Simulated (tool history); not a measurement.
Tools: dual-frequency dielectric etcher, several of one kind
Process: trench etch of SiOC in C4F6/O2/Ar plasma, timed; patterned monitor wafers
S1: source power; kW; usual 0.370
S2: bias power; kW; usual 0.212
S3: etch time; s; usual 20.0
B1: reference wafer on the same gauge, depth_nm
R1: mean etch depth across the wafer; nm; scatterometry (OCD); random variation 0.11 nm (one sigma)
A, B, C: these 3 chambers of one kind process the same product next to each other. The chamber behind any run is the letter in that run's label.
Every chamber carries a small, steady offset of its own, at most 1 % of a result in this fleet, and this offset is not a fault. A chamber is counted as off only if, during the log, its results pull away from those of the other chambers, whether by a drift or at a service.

| run | day | S1 | S2 | S3 | B1 | R1 |
|---|---|---|---|---|---|---|
| 1A | 0.250 | 0.370 | 0.212 | 20.0 | 45.617 | 42.235 |
| 2C | 0.475 | 0.370 | 0.212 | 20.0 | 45.614 | 42.437 |
| 3B | 0.717 | 0.370 | 0.212 | 20.0 | 45.584 | 42.656 |
| 4B | 0.912 | 0.370 | 0.212 | 20.0 | 45.605 | 42.671 |
| 5A | 1.117 | 0.370 | 0.190 | 20.0 | 45.603 | 40.796 |
| 6C | 1.325 | 0.370 | 0.190 | 20.0 | 45.593 | 40.951 |
| 7C | 1.600 | 0.370 | 0.190 | 20.0 | 45.566 | 40.705 |
| 8B | 1.742 | 0.370 | 0.212 | 20.0 | 45.592 | 42.623 |
| 9A | 1.983 | 0.370 | 0.212 | 20.0 | 45.592 | 42.359 |
| 10B | 2.238 | 0.370 | 0.212 | 15.5 | 45.594 | 33.121 |
| 11C | 2.492 | 0.370 | 0.212 | 15.5 | 45.570 | 32.957 |
| 12A | 2.650 | 0.370 | 0.212 | 15.5 | 45.613 | 32.890 |
| 13C | 2.925 | 0.370 | 0.212 | 20.0 | 45.577 | 42.449 |
| 14B | 3.100 | 0.370 | 0.179 | 20.0 | 45.596 | 40.306 |
| 15A | 3.262 | 0.370 | 0.179 | 20.0 | 45.624 | 40.257 |
| 16A | 3.512 | 0.370 | 0.179 | 20.0 | 45.608 | 40.061 |
| 17B | 3.667 | 0.370 | 0.212 | 20.0 | 45.616 | 42.639 |
| 18C | 3.838 | 0.370 | 0.212 | 20.0 | 45.585 | 42.646 |
| 19C | 4.075 | 0.370 | 0.212 | 20.0 | 45.639 | 42.352 |
| 20B | 4.200 | 0.370 | 0.212 | 20.0 | 45.595 | 42.663 |
| 21A | 4.446 | 0.370 | 0.212 | 20.0 | 45.571 | 42.503 |
|  | 4.496 | chamber C: wet clean of the chamber |
| 22C | 4.721 | 0.410 | 0.212 | 22.5 | 45.610 | 49.544 |
| 23A | 4.921 | 0.410 | 0.212 | 22.5 | 45.616 | 49.361 |
| 24B | 5.050 | 0.410 | 0.212 | 22.5 | 45.604 | 49.970 |
| 25A | 5.271 | 0.410 | 0.212 | 15.5 | 45.606 | 34.092 |
| 26B | 5.512 | 0.410 | 0.212 | 15.5 | 45.619 | 34.339 |
| 27C | 5.754 | 0.410 | 0.212 | 15.5 | 45.563 | 34.134 |
| 28A | 6.017 | 0.370 | 0.212 | 20.0 | 45.587 | 42.308 |
| 29C | 6.267 | 0.430 | 0.212 | 20.0 | 45.622 | 44.941 |
| 30B | 6.500 | 0.430 | 0.212 | 20.0 | 45.587 | 45.288 |
| 31B | 6.667 | 0.430 | 0.212 | 20.0 | 45.563 | 45.315 |
| 32C | 6.850 | 0.370 | 0.212 | 20.0 | 45.635 | 42.421 |
| 33A | 7.121 | 0.370 | 0.212 | 20.0 | 45.615 | 42.413 |
| 34A | 7.300 | 0.370 | 0.212 | 20.0 | 45.585 | 42.403 |
| 35C | 7.538 | 0.370 | 0.212 | 20.0 | 45.628 | 42.471 |
| 36B | 7.808 | 0.370 | 0.212 | 20.0 | 45.622 | 42.557 |
| 37A | 8.071 | 0.370 | 0.212 | 20.0 | 45.613 | 42.286 |

Next, every chamber runs the same settings. What will each give?
| 38A | 8.271 | 0.370 | 0.212 | 20.0 |  | ? |
| 38B | 8.271 | 0.370 | 0.212 | 20.0 |  | ? |
| 38C | 8.271 | 0.370 | 0.212 | 20.0 |  | ? |

| run | R1 |
|---|---|
| 38A | 42.422 |
| 38B | 42.696 |
| 38C | 42.454 |
